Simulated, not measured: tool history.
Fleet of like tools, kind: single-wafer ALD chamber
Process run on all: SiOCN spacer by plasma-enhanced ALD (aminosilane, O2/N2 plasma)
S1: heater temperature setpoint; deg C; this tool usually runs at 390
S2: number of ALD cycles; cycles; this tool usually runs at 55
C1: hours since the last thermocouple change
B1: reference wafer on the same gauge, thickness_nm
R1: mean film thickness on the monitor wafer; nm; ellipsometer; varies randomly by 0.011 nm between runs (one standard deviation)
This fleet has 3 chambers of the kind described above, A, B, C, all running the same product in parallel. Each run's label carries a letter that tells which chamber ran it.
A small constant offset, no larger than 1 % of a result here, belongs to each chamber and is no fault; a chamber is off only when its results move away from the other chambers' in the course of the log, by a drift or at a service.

| run | day | S1 | S2 | C1 | B1 | R1 |
|---|---|---|---|---|---|---|
| 1A | 0.183 | 390 | 55 | 1161.1 | 3.7166 | 3.3129 |
| 2B | 0.362 | 390 | 55 | 1790 | 3.7201 | 3.3464 |
| 3C | 0.558 | 390 | 55 | 847 | 3.7154 | 3.3379 |
| 4B | 0.888 | 390 | 55 | 1802.6 | 3.7171 | 3.3292 |
| 5A | 1.238 | 390 | 55 | 1186.4 | 3.7193 | 3.3166 |
| 6C | 1.396 | 390 | 55 | 867.1 | 3.7205 | 3.3257 |
| 7A | 1.621 | 390 | 55 | 1195.6 | 3.7183 | 3.3018 |
| 8B | 1.9 | 390 | 49 | 1826.9 | 3.7193 | 2.981 |
| 9C | 2.092 | 390 | 49 | 883.8 | 3.7213 | 2.9743 |
| 10C | 2.35 | 390 | 49 | 890 | 3.7202 | 2.959 |
| 11B | 2.704 | 390 | 55 | 1846.2 | 3.7187 | 3.3447 |
| 12A | 2.962 | 390 | 55 | 1227.8 | 3.7184 | 3.3124 |
| 13C | 3.246 | 390 | 60 | 911.5 | 3.7228 | 3.6143 |
| 14A | 3.517 | 390 | 60 | 1241.1 | 3.7163 | 3.6178 |
| 15B | 3.746 | 390 | 60 | 1871.2 | 3.7202 | 3.6643 |
| 16C | 4.054 | 395 | 63 | 930.9 | 3.7175 | 3.8068 |
| 17A | 4.292 | 395 | 63 | 1259.7 | 3.721 | 3.7928 |
| 18B | 4.617 | 395 | 63 | 1892.1 | 3.7189 | 3.8315 |
| 19B | 4.783 | 382 | 46 | 1896.1 | 3.7205 | 2.7898 |
| 20C | 5.133 | 382 | 46 | 956.8 | 3.718 | 2.7704 |
| 21A | 5.358 | 382 | 46 | 1285.3 | 3.7173 | 2.7754 |
| 22A | 5.592 | 390 | 55 | 1290.9 | 3.7176 | 3.3111 |
| 23B | 5.8 | 390 | 55 | 1920.5 | 3.7234 | 3.3557 |
| 24C | 6.121 | 397 | 58 | 980.5 | 3.7212 | 3.5285 |
| 25A | 6.471 | 397 | 58 | 1312 | 3.718 | 3.4914 |
| 26B | 6.65 | 397 | 58 | 1940.9 | 3.719 | 3.5192 |
| 27C | 6.892 | 390 | 55 | 999 | 3.7219 | 3.3331 |
| 28C | 7.212 | 379 | 50 | 1006.7 | 3.7189 | 3.022 |
| 29B | 7.442 | 379 | 50 | 1959.9 | 3.719 | 3.0397 |
| 30A | 7.692 | 379 | 50 | 1341.3 | 3.7177 | 3.0107 |
| 31B | 8.029 | 390 | 55 | 1974 | 3.7163 | 3.3548 |
| 32A | 8.354 | 390 | 55 | 1357.2 | 3.7194 | 3.3276 |
| 33C | 8.533 | 401 | 64 | 1038.4 | 3.7211 | 3.8577 |
| 34A | 8.762 | 401 | 64 | 1367 | 3.7215 | 3.8299 |
| 35C | 9.062 | 401 | 64 | 1051.1 | 3.7195 | 3.836 |
| 36B | 9.258 | 390 | 55 | 2003.5 | 3.7219 | 3.3393 |
| 37B | 9.6 | 390 | 55 | 2011.7 | 3.7219 | 3.3535 |
| 38C | 9.883 | 390 | 55 | 1070.8 | 3.7241 | 3.3095 |
| 39A | 10.129 | 390 | 55 | 1399.8 | 3.7191 | 3.3295 |
| 40C | 10.471 | 390 | 55 | 1084.9 | 3.718 | 3.3275 |
| 41B | 10.717 | 390 | 55 | 2038.5 | 3.7211 | 3.3427 |

One chamber off, gauge drift, or nothing amiss beyond the chambers' own small offsets? If it is a chamber, which one, and what is the likeliest cause?

No chamber is off and the gauge is stable; the differences are just each chamber's small, constant offset.
